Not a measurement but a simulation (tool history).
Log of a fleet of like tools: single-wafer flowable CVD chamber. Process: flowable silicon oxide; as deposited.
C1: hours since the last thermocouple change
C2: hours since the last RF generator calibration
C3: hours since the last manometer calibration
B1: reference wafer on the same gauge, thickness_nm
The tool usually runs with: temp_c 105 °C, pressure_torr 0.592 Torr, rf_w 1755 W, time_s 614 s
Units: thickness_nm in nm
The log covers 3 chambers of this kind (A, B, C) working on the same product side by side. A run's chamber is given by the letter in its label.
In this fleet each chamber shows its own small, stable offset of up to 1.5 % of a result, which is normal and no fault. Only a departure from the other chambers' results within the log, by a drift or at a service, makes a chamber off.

{"run": "1A", "hour": 7.1, "temp_c": 105, "pressure_torr": 0.592, "rf_w": 1755, "time_s": 614, "C1": 385.0, "C2": 645.6, "C3": 994.0, "B1": 224.96, "thickness_nm": 203.07}
{"run": "2C", "hour": 18.4, "temp_c": 105, "pressure_torr": 0.592, "rf_w": 1755, "time_s": 614, "C1": 1549.5, "C2": 108.8, "C3": 806.7, "B1": 225.08, "thickness_nm": 199.05}
{"run": "3B", "hour": 34.2, "temp_c": 105, "pressure_torr": 0.592, "rf_w": 1755, "time_s": 614, "C1": 1270.0, "C2": 275.0, "C3": 1141.5, "B1": 224.81, "thickness_nm": 201.16}
{"run": "4A", "hour": 43.2, "temp_c": 105, "pressure_torr": 0.592, "rf_w": 1755, "time_s": 614, "C1": 421.1, "C2": 681.7, "C3": 1030.1, "B1": 224.72, "thickness_nm": 202.94}
{"run": "5B", "hour": 57.1, "temp_c": 105, "pressure_torr": 0.592, "rf_w": 1755, "time_s": 614, "C1": 1292.9, "C2": 297.9, "C3": 1164.4, "B1": 224.93, "thickness_nm": 202.57}
{"run": "6C", "hour": 68.5, "temp_c": 105, "pressure_torr": 0.592, "rf_w": 1755, "time_s": 614, "C1": 1599.6, "C2": 158.9, "C3": 856.8, "B1": 225.02, "thickness_nm": 201.17}
{"run": "7C", "hour": 82.2, "temp_c": 105, "pressure_torr": 0.592, "rf_w": 1755, "time_s": 614, "C1": 1613.3, "C2": 172.6, "C3": 870.5, "B1": 224.66, "thickness_nm": 201.02}
{"run": "8B", "hour": 97.1, "temp_c": 105, "pressure_torr": 0.592, "rf_w": 1755, "time_s": 614, "C1": 1332.9, "C2": 337.9, "C3": 1204.4, "B1": 224.68, "thickness_nm": 203.22}
{"run": "9A", "hour": 110.6, "temp_c": 105, "pressure_torr": 0.592, "rf_w": 1755, "time_s": 614, "C1": 488.5, "C2": 749.1, "C3": 1097.5, "B1": 225.03, "thickness_nm": 202.37}
{"run": "10B", "hour": 120.9, "temp_c": 114, "pressure_torr": 0.592, "rf_w": 1755, "time_s": 550, "C1": 1356.7, "C2": 361.7, "C3": 1228.2, "B1": 224.68, "thickness_nm": 136.84}
{"run": "11C", "hour": 135.6, "temp_c": 114, "pressure_torr": 0.592, "rf_w": 1755, "time_s": 550, "C1": 1666.7, "C2": 226.0, "C3": 923.9, "B1": 225.26, "thickness_nm": 134.3}
{"run": "12A", "hour": 150.2, "temp_c": 114, "pressure_torr": 0.592, "rf_w": 1755, "time_s": 550, "C1": 528.1, "C2": 788.7, "C3": 1137.1, "B1": 224.86, "thickness_nm": 135.7}
{"run": "13A", "hour": 163.5, "temp_c": 105, "pressure_torr": 0.592, "rf_w": 1755, "time_s": 614, "C1": 541.4, "C2": 802.0, "C3": 1150.4, "B1": 225.18, "thickness_nm": 202.6}
{"run": "14B", "hour": 174.0, "temp_c": 105, "pressure_torr": 0.532, "rf_w": 1470, "time_s": 614, "C1": 1409.8, "C2": 414.8, "C3": 1281.3, "B1": 225.17, "thickness_nm": 164.98}
{"run": "15C", "hour": 187.3, "temp_c": 105, "pressure_torr": 0.532, "rf_w": 1470, "time_s": 614, "C1": 1718.4, "C2": 277.7, "C3": 975.6, "B1": 224.98, "thickness_nm": 162.91}
{"run": "16C", "hour": 202.2, "temp_c": 105, "pressure_torr": 0.532, "rf_w": 1470, "time_s": 614, "C1": 1733.3, "C2": 292.6, "C3": 990.5, "B1": 224.89, "thickness_nm": 162.17}
{"run": "17A", "hour": 215.4, "temp_c": 95, "pressure_torr": 0.592, "rf_w": 1755, "time_s": 614, "C1": 593.3, "C2": 853.9, "C3": 1202.3, "B1": 225.01, "thickness_nm": 286.15}
{"run": "18B", "hour": 229.4, "temp_c": 95, "pressure_torr": 0.592, "rf_w": 1755, "time_s": 614, "C1": 1465.2, "C2": 470.2, "C3": 1336.7, "B1": 224.88, "thickness_nm": 278.64}
{"run": "19B", "hour": 236.8, "temp_c": 95, "pressure_torr": 0.592, "rf_w": 1755, "time_s": 614, "C1": 1472.6, "C2": 477.6, "C3": 1344.1, "B1": 224.99, "thickness_nm": 279.73}
{"run": "20A", "hour": 249.8, "temp_c": 115, "pressure_torr": 0.592, "rf_w": 1755, "time_s": 614, "C1": 627.7, "C2": 888.3, "C3": 1236.7, "B1": 225.04, "thickness_nm": 148.46}
{"run": "21C", "hour": 260.9, "temp_c": 115, "pressure_torr": 0.592, "rf_w": 1755, "time_s": 614, "C1": 1792.0, "C2": 351.3, "C3": 1049.2, "B1": 225.18, "thickness_nm": 142.82}
{"run": "22C", "hour": 273.9, "temp_c": 115, "pressure_torr": 0.592, "rf_w": 1755, "time_s": 614, "C1": 1805.0, "C2": 364.3, "C3": 1062.2, "B1": 224.86, "thickness_nm": 144.2}
{"run": "23A", "hour": 286.0, "temp_c": 105, "pressure_torr": 0.592, "rf_w": 1755, "time_s": 614, "C1": 663.9, "C2": 924.5, "C3": 1272.9, "B1": 225.16, "thickness_nm": 203.73}
{"run": "24B", "hour": 301.7, "temp_c": 91, "pressure_torr": 0.592, "rf_w": 1755, "time_s": 614, "C1": 1537.5, "C2": 542.5, "C3": 1409.0, "B1": 225.07, "thickness_nm": 323.73}
{"run": "25A", "hour": 310.8, "temp_c": 91, "pressure_torr": 0.592, "rf_w": 1755, "time_s": 614, "C1": 688.7, "C2": 949.3, "C3": 1297.7, "B1": 224.88, "thickness_nm": 324.01}
{"run": "26B", "hour": 318.0, "temp_c": 91, "pressure_torr": 0.592, "rf_w": 1755, "time_s": 614, "C1": 1553.8, "C2": 558.8, "C3": 1425.3, "B1": 225.1, "thickness_nm": 321.26}
{"run": "27C", "hour": 328.8, "temp_c": 105, "pressure_torr": 0.592, "rf_w": 1755, "time_s": 614, "C1": 1859.9, "C2": 419.2, "C3": 1117.1, "B1": 225.1, "thickness_nm": 197.01}
{"run": "28A", "hour": 337.3, "temp_c": 113, "pressure_torr": 0.592, "rf_w": 1755, "time_s": 517, "C1": 715.2, "C2": 975.8, "C3": 1324.2, "B1": 225.27, "thickness_nm": 132.4}
{"run": "29B", "hour": 349.5, "temp_c": 113, "pressure_torr": 0.592, "rf_w": 1755, "time_s": 517, "C1": 1585.3, "C2": 590.3, "C3": 1456.8, "B1": 224.96, "thickness_nm": 132.32}
{"run": "30C", "hour": 364.8, "temp_c": 113, "pressure_torr": 0.592, "rf_w": 1755, "time_s": 517, "C1": 1895.9, "C2": 455.2, "C3": 1153.1, "B1": 224.99, "thickness_nm": 127.87}
{"run": "31B", "hour": 372.7, "temp_c": 105, "pressure_torr": 0.592, "rf_w": 1755, "time_s": 614, "C1": 1608.5, "C2": 613.5, "C3": 1480.0, "B1": 224.98, "thickness_nm": 203.34}
{"run": "32A", "hour": 385.9, "temp_c": 105, "pressure_torr": 0.592, "rf_w": 1755, "time_s": 614, "C1": 763.8, "C2": 1024.4, "C3": 1372.8, "B1": 225.03, "thickness_nm": 203.09}
{"run": "33C", "hour": 401.0, "temp_c": 105, "pressure_torr": 0.592, "rf_w": 1755, "time_s": 614, "C1": 1932.1, "C2": 491.4, "C3": 1189.3, "B1": 225.08, "thickness_nm": 196.75}
{"run": "34A", "hour": 412.5, "temp_c": 105, "pressure_torr": 0.592, "rf_w": 1755, "time_s": 614, "C1": 790.4, "C2": 1051.0, "C3": 1399.4, "B1": 224.87, "thickness_nm": 203.26}
{"run": "35C", "hour": 427.7, "temp_c": 105, "pressure_torr": 0.592, "rf_w": 1755, "time_s": 614, "C1": 1958.8, "C2": 518.1, "C3": 1216.0, "B1": 225.01, "thickness_nm": 196.36}
{"run": "36B", "hour": 435.6, "temp_c": 105, "pressure_torr": 0.592, "rf_w": 1755, "time_s": 614, "C1": 1671.4, "C2": 676.4, "C3": 1542.9, "B1": 224.62, "thickness_nm": 200.38}
{"run": "37C", "hour": 449.2, "temp_c": 105, "pressure_torr": 0.592, "rf_w": 1755, "time_s": 614, "C1": 1980.3, "C2": 539.6, "C3": 1237.5, "B1": 224.94, "thickness_nm": 196.55}
{"run": "38B", "hour": 456.0, "temp_c": 105, "pressure_torr": 0.592, "rf_w": 1510, "time_s": 614, "C1": 1691.8, "C2": 696.8, "C3": 1563.3, "B1": 225.07, "thickness_nm": 193.74}
{"hour": 462.1, "done": "chamber B: thermocouple changed; heater temperature recalibrated"}
{"run": "39A", "hour": 464.1, "temp_c": 105, "pressure_torr": 0.592, "rf_w": 1510, "time_s": 614, "C1": 842.0, "C2": 1102.6, "C3": 1451.0, "B1": 225.19, "thickness_nm": 195.75}
{"run": "40C", "hour": 470.9, "temp_c": 105, "pressure_torr": 0.592, "rf_w": 1510, "time_s": 614, "C1": 2002.0, "C2": 561.3, "C3": 1259.2, "B1": 224.95, "thickness_nm": 187.93}
{"run": "41B", "hour": 482.0, "temp_c": 105, "pressure_torr": 0.592, "rf_w": 1755, "time_s": 614, "C1": 20.0, "C2": 722.8, "C3": 1589.3, "B1": 224.77, "thickness_nm": 204.44}
{"run": "42A", "hour": 488.8, "temp_c": 105, "pressure_torr": 0.592, "rf_w": 1755, "time_s": 614, "C1": 866.7, "C2": 1127.3, "C3": 1475.7, "B1": 224.84, "thickness_nm": 203.66}
{"run": "43B", "hour": 504.2, "temp_c": 105, "pressure_torr": 0.592, "rf_w": 1755, "time_s": 614, "C1": 42.2, "C2": 745.0, "C3": 1611.5, "B1": 224.69, "thickness_nm": 201.84}
{"run": "44C", "hour": 516.9, "temp_c": 105, "pressure_torr": 0.592, "rf_w": 1755, "time_s": 614, "C1": 2048.0, "C2": 607.3, "C3": 1305.2, "B1": 224.96, "thickness_nm": 195.15}

All chambers now run identical settings, listed one chamber a line with results as question marks. What results will each chamber show?
{"run": "45A", "hour": 528.1, "temp_c": 105, "pressure_torr": 0.592, "rf_w": 1755, "time_s": 614, "thickness_nm": "?"}
{"run": "45B", "hour": 528.1, "temp_c": 105, "pressure_torr": 0.592, "rf_w": 1755, "time_s": 614, "thickness_nm": "?"}
{"run": "45C", "hour": 528.1, "temp_c": 105, "pressure_torr": 0.592, "rf_w": 1755, "time_s": 614, "thickness_nm": "?"}

run=45A thickness_nm=203.40
run=45B thickness_nm=201.87
run=45C thickness_nm=195.07

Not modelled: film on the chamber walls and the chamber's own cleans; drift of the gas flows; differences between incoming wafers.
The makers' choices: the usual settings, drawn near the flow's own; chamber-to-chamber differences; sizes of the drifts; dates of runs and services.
